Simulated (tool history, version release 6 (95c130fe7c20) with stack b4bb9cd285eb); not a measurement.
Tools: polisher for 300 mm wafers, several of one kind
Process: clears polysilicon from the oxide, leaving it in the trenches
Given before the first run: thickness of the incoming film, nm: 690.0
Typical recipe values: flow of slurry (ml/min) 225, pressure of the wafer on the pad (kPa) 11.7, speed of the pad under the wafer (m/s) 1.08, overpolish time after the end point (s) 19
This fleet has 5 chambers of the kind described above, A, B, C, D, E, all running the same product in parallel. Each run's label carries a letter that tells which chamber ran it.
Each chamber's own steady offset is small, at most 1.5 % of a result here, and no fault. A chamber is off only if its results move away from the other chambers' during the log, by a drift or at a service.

run,hour,flow of slurry (ml/min),pressure of the wafer on the pad (kPa),speed of the pad under the wafer (m/s),overpolish time after the end point (s),time until the end point was called (s),dishing of a wide line in a test structure (angstrom)
# hour 9.6: chamber E: worn pad replaced by a new one
1C,15.5,225,11.7,1.08,19,65.480,682.66
2B,23.5,225,11.7,1.08,19,63.569,675.46
# hour 24.9: chamber D: head pressure recalibrated
# hour 26.7: chamber D: worn pad replaced by a new one
3D,34.1,225,11.7,1.08,19,66.635,677.38
# hour 38.5: chamber D: slurry nozzle cleaned
4E,41.4,225,11.7,1.08,19,65.844,680.76
5A,53.0,225,11.7,1.08,19,62.827,709.47
# hour 53.6: chamber A: worn pad replaced by a new one
6E,60.3,225,11.7,1.08,19,65.747,674.25
7D,69.0,225,11.7,1.08,19,66.654,692.98
# hour 73.0: chamber E: worn pad replaced by a new one
# hour 73.8: chamber C: worn pad replaced by a new one
8B,79.5,225,11.7,1.08,19,65.774,651.09
# hour 89.6: chamber C: head pressure recalibrated
9A,92.6,225,11.7,1.08,19,65.041,685.15
# hour 101.4: chamber D: worn pad replaced by a new one
10C,107.2,250,11.7,0.94,19,74.602,641.05
11E,122.5,250,11.7,0.94,19,75.930,685.87
# hour 134.7: chamber A: worn pad replaced by a new one
12A,138.0,250,11.7,0.94,19,73.598,676.54
# hour 146.9: chamber B: worn pad replaced by a new one
# hour 151.4: chamber E: worn pad replaced by a new one
13D,153.4,250,11.7,0.94,19,77.004,657.55
# hour 153.5: chamber B: slurry nozzle cleaned
# hour 157.5: chamber E: head pressure recalibrated
14C,163.7,250,11.7,0.94,19,76.286,663.85
15B,177.4,225,11.7,1.08,19,66.433,705.48
# hour 178.0: chamber D: worn pad replaced by a new one
16D,192.9,225,11.7,1.08,19,67.785,658.59
# hour 193.7: chamber C: worn pad replaced by a new one
# hour 203.3: chamber A: worn pad replaced by a new one
17A,209.0,225,11.7,1.08,19,65.258,713.02
18B,218.8,225,11.7,1.08,19,64.468,713.14
# hour 220.6: chamber E: worn pad replaced by a new one
# hour 224.0: chamber E: slurry nozzle cleaned
19E,229.2,225,11.7,1.08,19,66.354,672.86
20C,239.1,225,11.7,1.08,19,65.237,674.73
# hour 251.8: chamber D: worn pad replaced by a new one
21C,254.9,225,11.7,1.08,19,65.909,672.80
22D,263.3,225,11.7,1.08,19,66.679,699.97
# hour 264.1: chamber A: slurry nozzle cleaned
# hour 272.1: chamber A: worn pad replaced by a new one
23E,276.5,225,11.7,1.08,19,65.316,680.92
# hour 279.6: chamber B: worn pad replaced by a new one
24B,290.8,250,11.7,1.08,13,63.312,614.18
# hour 292.5: chamber E: worn pad replaced by a new one
# hour 293.1: chamber C: worn pad replaced by a new one
25A,300.5,250,11.7,1.08,13,65.190,624.29
26C,315.0,250,11.7,1.08,13,64.724,615.24
27D,322.9,250,11.7,1.08,13,65.308,619.92
28A,336.0,250,11.7,1.08,13,63.847,630.81
29E,344.0,225,11.7,1.08,19,65.716,697.27
30B,354.8,225,9.7,1.08,19,79.885,662.00

Each of the 5 chambers runs these same settings next. Fill in every chamber's results:
31A,366.6,225,11.7,1.08,19,?,?
31B,366.6,225,11.7,1.08,19,?,?
31C,366.6,225,11.7,1.08,19,?,?
31D,366.6,225,11.7,1.08,19,?,?
31E,366.6,225,11.7,1.08,19,?,?

run,time until the end point was called (s),dishing of a wide line in a test structure (angstrom)
31A,64.252,695.47
31B,64.395,676.65
31C,65.818,690.61
31D,64.776,690.68
31E,65.871,718.00

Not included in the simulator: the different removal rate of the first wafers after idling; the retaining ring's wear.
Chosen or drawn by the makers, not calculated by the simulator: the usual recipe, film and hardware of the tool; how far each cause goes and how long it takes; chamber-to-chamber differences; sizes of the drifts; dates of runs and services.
